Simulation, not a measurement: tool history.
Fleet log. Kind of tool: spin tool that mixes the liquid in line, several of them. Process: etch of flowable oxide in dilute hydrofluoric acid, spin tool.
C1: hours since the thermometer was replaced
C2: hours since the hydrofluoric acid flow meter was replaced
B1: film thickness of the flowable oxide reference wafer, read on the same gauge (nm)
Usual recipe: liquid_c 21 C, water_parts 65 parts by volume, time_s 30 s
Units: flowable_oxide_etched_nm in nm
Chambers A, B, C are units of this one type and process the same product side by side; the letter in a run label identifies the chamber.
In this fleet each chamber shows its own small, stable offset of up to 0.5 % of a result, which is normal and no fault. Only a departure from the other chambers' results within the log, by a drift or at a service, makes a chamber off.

run 1C hour=9 | liquid_c=21 water_parts=65 time_s=30 | C1=352.4 C2=403.6 | B1=130.02 | flowable_oxide_etched_nm=19.126
run 2B hour=20 | liquid_c=21 water_parts=65 time_s=30 | C1=253.5 C2=683.2 | B1=130.02 | flowable_oxide_etched_nm=19.176
run 3A hour=32.9 | liquid_c=21 water_parts=65 time_s=30 | C1=450.3 C2=677.9 | B1=130.01 | flowable_oxide_etched_nm=18.994
run 4C hour=40.3 | liquid_c=21 water_parts=65 time_s=30 | C1=383.7 C2=434.9 | B1=130 | flowable_oxide_etched_nm=18.906
run 5A hour=52.5 | liquid_c=21 water_parts=50 time_s=45 | C1=469.9 C2=697.5 | B1=129.94 | flowable_oxide_etched_nm=37.628
run 6B hour=59.6 | liquid_c=21 water_parts=50 time_s=45 | C1=293.1 C2=722.8 | B1=130 | flowable_oxide_etched_nm=37.333
run 7C hour=74.2 | liquid_c=21 water_parts=50 time_s=45 | C1=417.6 C2=468.8 | B1=129.97 | flowable_oxide_etched_nm=37.794
run 8B hour=82.8 | liquid_c=21 water_parts=50 time_s=15 | C1=316.3 C2=746 | B1=129.98 | flowable_oxide_etched_nm=12.428
run 9A hour=93.4 | liquid_c=21 water_parts=50 time_s=15 | C1=510.8 C2=738.4 | B1=130.03 | flowable_oxide_etched_nm=12.736
run 10C hour=105.4 | liquid_c=21 water_parts=50 time_s=15 | C1=448.8 C2=500 | B1=129.97 | flowable_oxide_etched_nm=12.347
-- hour=114.7 chamber C: hydrofluoric acid flow meter replaced
run 11B hour=116.4 | liquid_c=21 water_parts=65 time_s=30 | C1=349.9 C2=779.6 | B1=129.97 | flowable_oxide_etched_nm=19.208
run 12A hour=131.4 | liquid_c=21 water_parts=65 time_s=30 | C1=548.8 C2=776.4 | B1=129.99 | flowable_oxide_etched_nm=18.771
run 13C hour=144.2 | liquid_c=21 water_parts=65 time_s=30 | C1=487.6 C2=29.6 | B1=130.02 | flowable_oxide_etched_nm=18.092
run 14A hour=155.2 | liquid_c=18 water_parts=80 time_s=30 | C1=572.6 C2=800.2 | B1=130.04 | flowable_oxide_etched_nm=13.431
run 15B hour=165.3 | liquid_c=18 water_parts=80 time_s=30 | C1=398.8 C2=828.5 | B1=130.03 | flowable_oxide_etched_nm=13.298
run 16A hour=175.4 | liquid_c=18 water_parts=80 time_s=30 | C1=592.8 C2=820.4 | B1=130.01 | flowable_oxide_etched_nm=13.083
run 17C hour=183.6 | liquid_c=19.5 water_parts=65 time_s=30 | C1=527 C2=69 | B1=130.03 | flowable_oxide_etched_nm=16.59
run 18B hour=193.1 | liquid_c=19.5 water_parts=65 time_s=30 | C1=426.6 C2=856.3 | B1=129.98 | flowable_oxide_etched_nm=17.667
run 19B hour=209.7 | liquid_c=19.5 water_parts=65 time_s=30 | C1=443.2 C2=872.9 | B1=130 | flowable_oxide_etched_nm=17.997
run 20A hour=218.9 | liquid_c=21 water_parts=65 time_s=30 | C1=636.3 C2=863.9 | B1=130.05 | flowable_oxide_etched_nm=18.936

Which is it: a chamber that has drifted or been left off by a service, a gauge drift common to all chambers, or only each chamber's usual small offset? If a chamber is off, name it and its likeliest cause.

Chamber C drifts away from the others.
Most likely cause: liquid colder than its thermometer reads (K) = 2.21.

Chamber C could run next with any of the 4 candidate recipes listed below; each alters the usual settings, and their results appear as question marks. Which one brings its results back in line with what the other chambers deliver on the usual settings?
Maximum distance from the other chambers' mean on the usual settings for a result to count as in line: flowable_oxide_etched_nm 0.62 nm
run 21C-1 hour=230.7 | liquid_c=21 water_parts=60 time_s=30 | flowable_oxide_etched_nm=?
run 21C-2 hour=230.7 | liquid_c=19 water_parts=65 time_s=30 | flowable_oxide_etched_nm=?
run 21C-3 hour=230.7 | liquid_c=25 water_parts=65 time_s=30 | flowable_oxide_etched_nm=?
run 21C-4 hour=230.7 | liquid_c=21 water_parts=75 time_s=30 | flowable_oxide_etched_nm=?

The mean the other chambers reach with the usual settings: flowable_oxide_etched_nm 18.984 nm
run=21C-1 flowable_oxide_etched_nm=18.861
run=21C-2 flowable_oxide_etched_nm=15.876
run=21C-3 flowable_oxide_etched_nm=20.422
run=21C-4 flowable_oxide_etched_nm=14.782
With 21C-1, the chamber falls back in line with the rest.
